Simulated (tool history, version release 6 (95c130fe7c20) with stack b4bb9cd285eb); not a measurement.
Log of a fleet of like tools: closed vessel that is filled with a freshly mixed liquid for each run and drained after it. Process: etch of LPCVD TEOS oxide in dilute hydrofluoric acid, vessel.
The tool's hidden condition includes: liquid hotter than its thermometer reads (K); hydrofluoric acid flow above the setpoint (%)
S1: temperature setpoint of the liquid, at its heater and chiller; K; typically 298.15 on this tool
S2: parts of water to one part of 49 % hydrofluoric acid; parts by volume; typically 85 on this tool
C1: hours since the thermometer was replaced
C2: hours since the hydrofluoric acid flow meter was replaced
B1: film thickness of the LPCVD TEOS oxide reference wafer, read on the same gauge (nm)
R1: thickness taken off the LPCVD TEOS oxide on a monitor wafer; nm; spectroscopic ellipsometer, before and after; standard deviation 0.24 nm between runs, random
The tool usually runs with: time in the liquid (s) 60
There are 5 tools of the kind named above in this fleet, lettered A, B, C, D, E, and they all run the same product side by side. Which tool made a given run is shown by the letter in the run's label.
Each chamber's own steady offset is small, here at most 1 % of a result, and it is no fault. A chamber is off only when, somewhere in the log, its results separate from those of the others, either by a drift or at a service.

Run 1E, hour 5.8: usual settings; C1 826.2; C2 172; B1 110. Result: R1 27.381 nm.
Run 2C, hour 13.9: usual settings; C1 457; C2 346; B1 109.98. Result: R1 27.737 nm.
Run 3B, hour 21.2: usual settings; C1 1228.4; C2 1251.6; B1 109.95. Result: R1 27.473 nm.
Run 4D, hour 29.2: usual settings; C1 1820.9; C2 283; B1 110.02. Result: R1 27.508 nm.
Run 5A, hour 35.2: usual settings; C1 647; C2 125.8; B1 109.98. Result: R1 27.232 nm.
Run 6B, hour 39.6: usual settings; C1 1246.8; C2 1270; B1 109.95. Result: R1 27.625 nm.
Run 7C, hour 47: usual settings; C1 490.1; C2 379.1; B1 110.02. Result: R1 27.652 nm.
Run 8D, hour 52.8: usual settings; C1 1844.5; C2 306.6; B1 109.95. Result: R1 27.414 nm.
Run 9A, hour 57.1: usual settings; C1 668.9; C2 147.7; B1 110.02. Result: R1 27.485 nm.
Run 10E, hour 65.1: usual settings; C1 885.5; C2 231.3; B1 109.99. Result: R1 27.022 nm.
Run 11D, hour 72: usual settings but S1 301.15 K, S2 60 parts by volume; C1 1863.7; C2 325.8; B1 110.01. Result: R1 45.611 nm.
Run 12E, hour 79.1: usual settings but S1 301.15 K, S2 60 parts by volume; C1 899.5; C2 245.3; B1 109.98. Result: R1 45.636 nm.
Run 13C, hour 83.2: usual settings but S1 301.15 K, S2 60 parts by volume; C1 526.3; C2 415.3; B1 109.98. Result: R1 46.273 nm.
Run 14B, hour 86.8: usual settings but S1 301.15 K, S2 60 parts by volume; C1 1294; C2 1317.2; B1 110. Result: R1 44.912 nm.
Run 15A, hour 93: usual settings but S1 301.15 K, S2 60 parts by volume; C1 704.8; C2 183.6; B1 110.02. Result: R1 44.657 nm.
Run 16C, hour 97.5: usual settings; C1 540.6; C2 429.6; B1 109.97. Result: R1 27.469 nm.
Run 17D, hour 102.6: usual settings; C1 1894.3; C2 356.4; B1 109.96. Result: R1 27.285 nm.
Run 18E, hour 109.3: usual settings; C1 929.7; C2 275.5; B1 110. Result: R1 26.999 nm.
Run 19B, hour 116.8: usual settings; C1 1324; C2 1347.2; B1 109.95. Result: R1 27.524 nm.
Run 20A, hour 122.3: usual settings but S2 115 parts by volume, time in the liquid (s) 85; C1 734.1; C2 212.9; B1 110.03. Result: R1 27.793 nm.
Run 21C, hour 126.3: usual settings but S2 115 parts by volume, time in the liquid (s) 85; C1 569.4; C2 458.4; B1 109.99. Result: R1 27.722 nm.
Run 22D, hour 129.8: usual settings but S2 115 parts by volume, time in the liquid (s) 85; C1 1921.5; C2 383.6; B1 110.05. Result: R1 27.16 nm.
Run 23E, hour 137.8: usual settings but S2 115 parts by volume, time in the liquid (s) 85; C1 958.2; C2 304; B1 109.95. Result: R1 27.822 nm.
Run 24B, hour 143.7: usual settings but S2 115 parts by volume, time in the liquid (s) 85; C1 1350.9; C2 1374.1; B1 110.01. Result: R1 28.397 nm.
Run 25A, hour 148.1: usual settings; C1 759.9; C2 238.7; B1 110.02. Result: R1 27.43 nm.
Run 26E, hour 153.3: usual settings but S2 70 parts by volume; C1 973.7; C2 319.5; B1 109.98. Result: R1 33.36 nm.
Run 27C, hour 160.3: usual settings but S2 70 parts by volume; C1 603.4; C2 492.4; B1 109.96. Result: R1 34.276 nm.
Run 28D, hour 168.5: usual settings but S2 70 parts by volume; C1 1960.2; C2 422.3; B1 110.08. Result: R1 33.782 nm.
At hour 172.4: chamber A: thermometer replaced.
Run 29B, hour 174: usual settings but S2 70 parts by volume; C1 1381.2; C2 1404.4; B1 109.97. Result: R1 34.409 nm.
Run 30A, hour 181.1: usual settings but S2 70 parts by volume; C1 8.8; C2 271.7; B1 109.99. Result: R1 33.507 nm.
Run 31C, hour 187.6: usual settings but S2 70 parts by volume; C1 630.7; C2 519.7; B1 109.99. Result: R1 34.292 nm.
Run 32D, hour 193.5: usual settings but S2 70 parts by volume; C1 1985.2; C2 447.3; B1 110.03. Result: R1 33.888 nm.
Run 33B, hour 200.9: usual settings but S2 70 parts by volume; C1 1408.1; C2 1431.3; B1 109.98. Result: R1 33.981 nm.
Run 34A, hour 207.3: usual settings but S2 70 parts by volume; C1 35; C2 297.9; B1 109.97. Result: R1 33.662 nm.
Run 35E, hour 215: usual settings but S2 70 parts by volume; C1 1035.4; C2 381.2; B1 110.04. Result: R1 34.488 nm.
Run 36D, hour 223: usual settings but S1 301.65 K; C1 2014.7; C2 476.8; B1 110.02. Result: R1 31.603 nm.
Run 37B, hour 230.5: usual settings but S1 301.65 K; C1 1437.7; C2 1460.9; B1 109.98. Result: R1 31.19 nm.
Run 38E, hour 235.9: usual settings but S1 301.65 K; C1 1056.3; C2 402.1; B1 110. Result: R1 31.291 nm.
Run 39A, hour 244: usual settings but S1 301.65 K; C1 71.7; C2 334.6; B1 109.99. Result: R1 31.27 nm.
Run 40C, hour 249: usual settings but S1 301.65 K; C1 692.1; C2 581.1; B1 109.97. Result: R1 31.487 nm.
At hour 251.8: chamber C: thermometer replaced.
Run 41E, hour 256.5: usual settings; C1 1076.9; C2 422.7; B1 110.03. Result: R1 27.431 nm.
Run 42C, hour 264.4: usual settings; C1 12.7; C2 596.5; B1 109.99. Result: R1 27.427 nm.
Run 43B, hour 270.7: usual settings; C1 1477.9; C2 1501.1; B1 110. Result: R1 27.3 nm.
Run 44A, hour 275.6: usual settings; C1 103.3; C2 366.2; B1 109.99. Result: R1 27.457 nm.

Decide between three cases: one chamber stands off from its peers, the gauge reading all wafers drifts, or nothing is wrong past each chamber's small offset. Where a chamber is off, say which and what most likely put it there.

All chambers stay in line apart from their small fixed offsets, and the gauge does not drift.
